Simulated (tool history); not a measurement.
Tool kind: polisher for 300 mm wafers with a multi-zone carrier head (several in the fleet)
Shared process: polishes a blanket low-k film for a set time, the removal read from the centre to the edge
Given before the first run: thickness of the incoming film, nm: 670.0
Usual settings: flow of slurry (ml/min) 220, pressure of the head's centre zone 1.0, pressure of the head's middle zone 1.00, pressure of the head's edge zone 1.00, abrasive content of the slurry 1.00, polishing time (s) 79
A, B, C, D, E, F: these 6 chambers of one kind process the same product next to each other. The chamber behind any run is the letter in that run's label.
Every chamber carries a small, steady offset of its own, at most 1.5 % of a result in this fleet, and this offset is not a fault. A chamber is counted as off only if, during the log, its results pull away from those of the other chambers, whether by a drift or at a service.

| run | hour | flow of slurry (ml/min) | pressure of the head's centre zone | pressure of the head's middle zone | pressure of the head's edge zone | abrasive content of the slurry | polishing time (s) | wafers polished on this pad | hours since the slurry nozzle was cleaned | hours since the centre zone pressure was calibrated | hours since the edge zone pressure was calibrated | film removed at the wafer's centre (angstrom) | film removed at mid-radius (angstrom) | film removed at the wafer's edge (angstrom) |
|---|---|---|---|---|---|---|---|---|---|---|---|---|---|---|
| 1B | 10.7 | 220 | 1.0 | 1.00 | 1.00 | 1.00 | 79 | 645 | 70.8 | 326.1 | 386.8 | 200.71 | 198.65 | 205.11 |
| 2C | 15.7 | 220 | 1.0 | 1.00 | 1.00 | 1.00 | 79 | 754 | 634.6 | 241.0 | 805.9 | 203.69 | 207.16 | 198.92 |
|  | 17.1 | chamber D: worn pad replaced by a new one |
|  | 17.9 | chamber D: edge zone pressure recalibrated |
|  | 20.5 | chamber A: worn pad replaced by a new one |
|  | 23.3 | chamber B: worn pad replaced by a new one |
| 3D | 26.3 | 220 | 1.0 | 1.00 | 1.00 | 1.00 | 79 | 113 | 362.0 | 286.2 | 8.5 | 204.16 | 200.95 | 201.39 |
|  | 30.3 | chamber E: worn pad replaced by a new one |
| 4A | 36.8 | 220 | 1.0 | 1.00 | 1.00 | 1.00 | 79 | 199 | 221.2 | 193.5 | 831.9 | 203.24 | 206.45 | 199.17 |
|  | 41.7 | chamber F: worn pad replaced by a new one |
|  | 45.5 | chamber C: worn pad replaced by a new one |
| 5E | 45.8 | 220 | 1.0 | 1.00 | 1.00 | 1.00 | 79 | 190 | 56.7 | 180.1 | 617.7 | 203.85 | 202.53 | 200.53 |
| 6F | 54.9 | 220 | 1.0 | 1.00 | 1.00 | 1.00 | 79 | 161 | 678.4 | 627.6 | 296.3 | 204.60 | 202.65 | 204.18 |
|  | 55.8 | chamber C: edge zone pressure recalibrated |
| 7B | 66.4 | 185 | 1.0 | 1.00 | 0.93 | 1.00 | 79 | 526 | 126.5 | 381.8 | 442.5 | 194.71 | 194.66 | 193.23 |
| 8A | 71.8 | 185 | 1.0 | 1.00 | 0.93 | 1.00 | 79 | 626 | 256.2 | 228.5 | 866.9 | 200.43 | 193.37 | 189.02 |
| 9E | 83.2 | 185 | 1.0 | 1.00 | 0.93 | 1.00 | 79 | 646 | 94.1 | 217.5 | 655.1 | 201.76 | 198.95 | 192.16 |
|  | 89.9 | chamber B: worn pad replaced by a new one |
| 10F | 94.8 | 185 | 1.0 | 1.00 | 0.93 | 1.00 | 79 | 648 | 718.3 | 667.5 | 336.2 | 199.57 | 198.76 | 194.22 |
|  | 98.2 | chamber A: worn pad replaced by a new one |
|  | 98.3 | chamber E: worn pad replaced by a new one |
| 11D | 102.3 | 185 | 1.0 | 1.00 | 0.93 | 1.00 | 79 | 1040 | 438.0 | 362.2 | 84.5 | 196.59 | 194.29 | 190.57 |
|  | 103.3 | chamber D: worn pad replaced by a new one |
|  | 103.4 | chamber F: worn pad replaced by a new one |
| 12C | 107.6 | 185 | 1.0 | 1.00 | 0.93 | 1.00 | 79 | 757 | 726.5 | 332.9 | 51.8 | 196.61 | 201.67 | 188.92 |
| 13B | 113.2 | 220 | 1.0 | 1.00 | 1.00 | 1.00 | 79 | 285 | 173.3 | 428.6 | 489.3 | 204.47 | 200.13 | 202.20 |
| 14E | 122.5 | 220 | 1.0 | 1.00 | 1.00 | 1.00 | 79 | 295 | 133.4 | 256.8 | 694.4 | 207.88 | 198.52 | 204.80 |
| 15F | 130.0 | 275 | 1.0 | 1.00 | 1.00 | 0.85 | 79 | 325 | 753.5 | 702.7 | 371.4 | 195.73 | 191.90 | 190.76 |
|  | 133.1 | chamber C: worn pad replaced by a new one |
|  | 140.4 | chamber E: edge zone pressure recalibrated |
| 16D | 140.6 | 275 | 1.0 | 1.00 | 1.00 | 0.85 | 79 | 455 | 476.3 | 400.5 | 122.8 | 191.30 | 191.84 | 191.54 |
| 17C | 150.0 | 275 | 1.0 | 1.00 | 1.00 | 0.85 | 79 | 206 | 768.9 | 375.3 | 94.2 | 194.54 | 193.94 | 188.81 |
|  | 156.0 | chamber F: slurry nozzle cleaned |
|  | 159.1 | chamber F: edge zone pressure recalibrated |
|  | 159.4 | chamber A: worn pad replaced by a new one |
| 18A | 161.1 | 275 | 1.0 | 1.00 | 1.00 | 0.85 | 79 | 21 | 345.5 | 317.8 | 956.2 | 194.39 | 196.59 | 186.16 |
|  | 161.3 | chamber F: worn pad replaced by a new one |
|  | 162.7 | chamber B: worn pad replaced by a new one |
|  | 165.4 | chamber E: worn pad replaced by a new one |
| 19D | 169.8 | 275 | 1.0 | 1.00 | 1.00 | 0.85 | 79 | 811 | 505.5 | 429.7 | 152.0 | 188.99 | 189.45 | 191.20 |
| 20E | 176.0 | 275 | 1.0 | 1.00 | 1.00 | 0.85 | 79 | 129 | 186.9 | 310.3 | 35.6 | 190.32 | 191.61 | 191.66 |
| 21B | 185.7 | 220 | 1.0 | 1.00 | 1.00 | 1.00 | 79 | 281 | 245.8 | 501.1 | 561.8 | 200.02 | 198.50 | 204.74 |
| 22F | 194.9 | 220 | 1.0 | 0.95 | 1.00 | 1.00 | 103 | 410 | 38.9 | 767.6 | 35.9 | 264.97 | 250.64 | 263.11 |
| 23C | 205.1 | 220 | 1.0 | 0.95 | 1.00 | 1.00 | 103 | 878 | 824.0 | 430.4 | 149.3 | 257.52 | 254.44 | 258.63 |
|  | 212.5 | chamber D: worn pad replaced by a new one |
| 24A | 212.5 | 220 | 1.0 | 0.95 | 1.00 | 1.00 | 103 | 648 | 396.9 | 369.2 | 1007.6 | 266.34 | 251.50 | 263.23 |
| 25C | 219.1 | 220 | 1.0 | 0.95 | 1.00 | 1.00 | 103 | 1049 | 838.0 | 444.4 | 163.3 | 261.53 | 247.45 | 258.19 |
|  | 219.7 | chamber F: worn pad replaced by a new one |
|  | 224.7 | chamber E: centre zone pressure recalibrated |
|  | 224.9 | chamber A: worn pad replaced by a new one |
| 26A | 228.6 | 220 | 1.0 | 0.95 | 1.00 | 1.00 | 103 | 45 | 413.0 | 385.3 | 1023.7 | 267.78 | 246.04 | 267.39 |
|  | 232.6 | chamber E: worn pad replaced by a new one |
| 27D | 235.9 | 220 | 1.0 | 0.95 | 1.00 | 1.00 | 103 | 285 | 571.6 | 495.8 | 218.1 | 270.53 | 254.33 | 265.46 |
|  | 239.1 | chamber C: worn pad replaced by a new one |
| 28F | 242.7 | 220 | 1.0 | 1.00 | 1.00 | 1.00 | 79 | 280 | 86.7 | 815.4 | 83.7 | 199.91 | 208.45 | 199.43 |
|  | 244.3 | chamber B: worn pad replaced by a new one |
| 29E | 250.1 | 155 | 1.0 | 1.00 | 1.00 | 1.00 | 71 | 213 | 261.0 | 25.4 | 109.7 | 170.87 | 174.36 | 172.44 |
| 30B | 255.5 | 155 | 1.0 | 1.00 | 1.00 | 1.00 | 71 | 136 | 315.6 | 570.9 | 631.6 | 172.25 | 170.61 | 175.86 |
| 31F | 264.7 | 155 | 1.0 | 1.00 | 1.00 | 1.00 | 71 | 548 | 108.7 | 837.4 | 105.7 | 170.07 | 174.39 | 175.72 |
|  | 269.5 | chamber B: slurry nozzle cleaned |
| 32C | 274.8 | 155 | 1.0 | 1.00 | 1.00 | 1.00 | 71 | 435 | 893.7 | 500.1 | 219.0 | 173.91 | 171.33 | 169.12 |
| 33D | 282.2 | 155 | 1.0 | 1.00 | 1.00 | 1.00 | 71 | 850 | 617.9 | 542.1 | 264.4 | 169.96 | 169.37 | 174.78 |
|  | 289.9 | chamber F: worn pad replaced by a new one |
| 34E | 291.7 | 155 | 1.0 | 1.00 | 1.00 | 1.00 | 71 | 720 | 302.6 | 67.0 | 151.3 | 167.41 | 170.90 | 178.26 |
|  | 293.6 | chamber A: worn pad replaced by a new one |
| 35A | 302.2 | 220 | 1.0 | 1.00 | 1.00 | 1.00 | 79 | 105 | 486.6 | 458.9 | 1097.3 | 204.01 | 203.38 | 200.50 |
|  | 307.9 | chamber B: edge zone pressure recalibrated |
|  | 309.0 | chamber B: worn pad replaced by a new one |
|  | 309.5 | chamber E: worn pad replaced by a new one |
| 36B | 310.6 | 220 | 1.0 | 1.00 | 1.00 | 1.00 | 79 | 20 | 41.1 | 626.0 | 2.7 | 200.19 | 205.74 | 205.02 |
| 37F | 322.0 | 220 | 1.0 | 1.00 | 1.00 | 1.00 | 79 | 392 | 166.0 | 894.7 | 163.0 | 201.66 | 198.75 | 205.55 |
| 38A | 328.6 | 245 | 1.0 | 1.00 | 1.00 | 1.00 | 66 | 427 | 513.0 | 485.3 | 1123.7 | 170.57 | 170.30 | 168.77 |
| 39E | 338.8 | 245 | 1.0 | 1.00 | 1.00 | 1.00 | 66 | 358 | 349.7 | 114.1 | 198.4 | 172.84 | 171.79 | 170.73 |

The same settings go to every chamber for the next run, one line per chamber below. Forecast the results for each:
| 40A | 347.1 | 220 | 0.9 | 1.00 | 1.00 | 1.00 | 79 |  |  |  |  | ? | ? | ? |
| 40B | 347.1 | 220 | 0.9 | 1.00 | 1.00 | 1.00 | 79 |  |  |  |  | ? | ? | ? |
| 40C | 347.1 | 220 | 0.9 | 1.00 | 1.00 | 1.00 | 79 |  |  |  |  | ? | ? | ? |
| 40D | 347.1 | 220 | 0.9 | 1.00 | 1.00 | 1.00 | 79 |  |  |  |  | ? | ? | ? |
| 40E | 347.1 | 220 | 0.9 | 1.00 | 1.00 | 1.00 | 79 |  |  |  |  | ? | ? | ? |
| 40F | 347.1 | 220 | 0.9 | 1.00 | 1.00 | 1.00 | 79 |  |  |  |  | ? | ? | ? |

| run | film removed at the wafer's centre (angstrom) | film removed at mid-radius (angstrom) | film removed at the wafer's edge (angstrom) |
|---|---|---|---|
| 40A | 180.91 | 206.33 | 198.10 |
| 40B | 178.62 | 202.78 | 204.77 |
| 40C | 179.54 | 204.03 | 198.61 |
| 40D | 180.30 | 199.01 | 202.83 |
| 40E | 180.09 | 198.99 | 205.19 |
| 40F | 180.92 | 205.98 | 204.06 |
